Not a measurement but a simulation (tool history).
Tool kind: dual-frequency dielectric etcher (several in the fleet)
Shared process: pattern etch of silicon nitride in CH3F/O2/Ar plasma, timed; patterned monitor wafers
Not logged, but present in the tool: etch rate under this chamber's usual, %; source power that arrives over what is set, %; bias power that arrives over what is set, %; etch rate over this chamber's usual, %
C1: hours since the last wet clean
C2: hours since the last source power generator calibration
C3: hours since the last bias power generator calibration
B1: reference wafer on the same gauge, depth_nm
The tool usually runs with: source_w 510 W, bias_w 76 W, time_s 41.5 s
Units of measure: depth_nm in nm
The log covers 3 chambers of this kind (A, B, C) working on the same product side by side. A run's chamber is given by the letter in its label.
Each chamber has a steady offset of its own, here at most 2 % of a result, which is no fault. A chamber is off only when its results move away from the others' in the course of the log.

Run 1C, hour 7.6: usual settings; C1 479.2; C2 1409.2; C3 2516.6; B1 38.476. Result: depth_nm 32.591 nm.
Run 2A, hour 16.1: usual settings; C1 330.4; C2 3186.4; C3 1172.9; B1 38.521. Result: depth_nm 32.220 nm.
Run 3B, hour 21.0: usual settings; C1 89.0; C2 1879.3; C3 1172.7; B1 38.522. Result: depth_nm 31.929 nm.
Run 4C, hour 28.4: usual settings; C1 500.0; C2 1430.0; C3 2537.4; B1 38.480. Result: depth_nm 32.443 nm.
Run 5B, hour 36.3: usual settings but bias_w 92 W, time_s 37.0 s; C1 104.3; C2 1894.6; C3 1188.0; B1 38.475. Result: depth_nm 30.638 nm.
Run 6A, hour 43.5: usual settings but bias_w 92 W, time_s 37.0 s; C1 357.8; C2 3213.8; C3 1200.3; B1 38.521. Result: depth_nm 30.803 nm.
At hour 44.5: chamber C: wet clean of the chamber.
Run 7C, hour 50.5: usual settings but bias_w 92 W, time_s 37.0 s; C1 6.0; C2 1452.1; C3 2559.5; B1 38.519. Result: depth_nm 30.950 nm.
Run 8A, hour 55.8: usual settings but bias_w 87 W; C1 370.1; C2 3226.1; C3 1212.6; B1 38.500. Result: depth_nm 33.888 nm.
Run 9B, hour 64.0: usual settings but bias_w 87 W; C1 132.0; C2 1922.3; C3 1215.7; B1 38.543. Result: depth_nm 33.474 nm.
Run 10C, hour 67.8: usual settings but bias_w 87 W; C1 23.3; C2 1469.4; C3 2576.8; B1 38.501. Result: depth_nm 34.173 nm.
Run 11B, hour 74.6: usual settings; C1 142.6; C2 1932.9; C3 1226.3; B1 38.498. Result: depth_nm 31.925 nm.
Run 12A, hour 80.3: usual settings; C1 394.6; C2 3250.6; C3 1237.1; B1 38.467. Result: depth_nm 32.303 nm.
Run 13B, hour 87.7: usual settings; C1 155.7; C2 1946.0; C3 1239.4; B1 38.518. Result: depth_nm 31.833 nm.
Run 14C, hour 92.0: usual settings; C1 47.5; C2 1493.6; C3 2601.0; B1 38.497. Result: depth_nm 32.490 nm.
Run 15A, hour 97.7: usual settings; C1 412.0; C2 3268.0; C3 1254.5; B1 38.514. Result: depth_nm 32.474 nm.
Run 16B, hour 103.1: usual settings; C1 171.1; C2 1961.4; C3 1254.8; B1 38.494. Result: depth_nm 31.995 nm.
Run 17A, hour 109.2: usual settings; C1 423.5; C2 3279.5; C3 1266.0; B1 38.536. Result: depth_nm 32.275 nm.
Run 18C, hour 116.0: usual settings; C1 71.5; C2 1517.6; C3 2625.0; B1 38.497. Result: depth_nm 32.663 nm.
At hour 118.5: chamber A: wet clean of the chamber.
Run 19A, hour 121.5: usual settings; C1 3.0; C2 3291.8; C3 1278.3; B1 38.525. Result: depth_nm 31.325 nm.
Run 20C, hour 126.1: usual settings; C1 81.6; C2 1527.7; C3 2635.1; B1 38.534. Result: depth_nm 32.445 nm.
Run 21B, hour 130.9: usual settings but bias_w 91 W, time_s 38.0 s; C1 198.9; C2 1989.2; C3 1282.6; B1 38.491. Result: depth_nm 30.879 nm.
Run 22A, hour 136.5: usual settings but bias_w 91 W, time_s 38.0 s; C1 18.0; C2 3306.8; C3 1293.3; B1 38.489. Result: depth_nm 30.595 nm.
Run 23C, hour 142.1: usual settings but bias_w 91 W, time_s 38.0 s; C1 97.6; C2 1543.7; C3 2651.1; B1 38.479. Result: depth_nm 31.766 nm.
Run 24B, hour 145.8: usual settings but time_s 36.5 s; C1 213.8; C2 2004.1; C3 1297.5; B1 38.520. Result: depth_nm 27.964 nm.
Run 25B, hour 150.9: usual settings but time_s 36.5 s; C1 218.9; C2 2009.2; C3 1302.6; B1 38.468. Result: depth_nm 27.950 nm.
Run 26C, hour 154.8: usual settings but time_s 36.5 s; C1 110.3; C2 1556.4; C3 2663.8; B1 38.538. Result: depth_nm 28.437 nm.
Run 27A, hour 158.8: usual settings; C1 40.3; C2 3329.1; C3 1315.6; B1 38.487. Result: depth_nm 31.447 nm.
Run 28B, hour 166.4: usual settings; C1 234.4; C2 2024.7; C3 1318.1; B1 38.477. Result: depth_nm 31.914 nm.
Run 29A, hour 173.0: usual settings; C1 54.5; C2 3343.3; C3 1329.8; B1 38.525. Result: depth_nm 31.490 nm.
At hour 177.7: chamber C: bias power generator calibrated.
Run 30C, hour 178.5: usual settings; C1 134.0; C2 1580.1; C3 0.8; B1 38.476. Result: depth_nm 32.612 nm.
Run 31B, hour 183.2: usual settings; C1 251.2; C2 2041.5; C3 1334.9; B1 38.472. Result: depth_nm 31.707 nm.

Is one chamber off against the others, does the gauge drift, or is nothing wrong? If a chamber is off, say which, and what the likeliest cause is.

Chamber A came out of a service off from its peers and stayed that way.
What lies behind it: etch rate under this chamber's usual, % = 2.9.

Here are 4 candidates for chamber A's next run, each the usual settings with a change, their results left as question marks. Which one brings its results back in line with what the others give on the usual settings?
In line here means within this much of the mean the other chambers give on the usual settings: depth_nm 0.410 nm
Run 32A-1, hour 189.4: usual settings but source_w 450 W. Result: depth_nm ?.
Run 32A-2, hour 189.4: usual settings but source_w 520 W, bias_w 77 W, time_s 43.0 s. Result: depth_nm ?.
Run 32A-3, hour 189.4: usual settings but time_s 40.5 s. Result: depth_nm ?.
Run 32A-4, hour 189.4: usual settings but source_w 540 W. Result: depth_nm ?.

Average result of the remaining chambers running the usual settings: depth_nm 32.191 nm
  run  depth_nm
32A-1    29.910
32A-2    32.888
32A-3    30.610
32A-4    32.056
With 32A-4, the chamber falls back in line with the rest.

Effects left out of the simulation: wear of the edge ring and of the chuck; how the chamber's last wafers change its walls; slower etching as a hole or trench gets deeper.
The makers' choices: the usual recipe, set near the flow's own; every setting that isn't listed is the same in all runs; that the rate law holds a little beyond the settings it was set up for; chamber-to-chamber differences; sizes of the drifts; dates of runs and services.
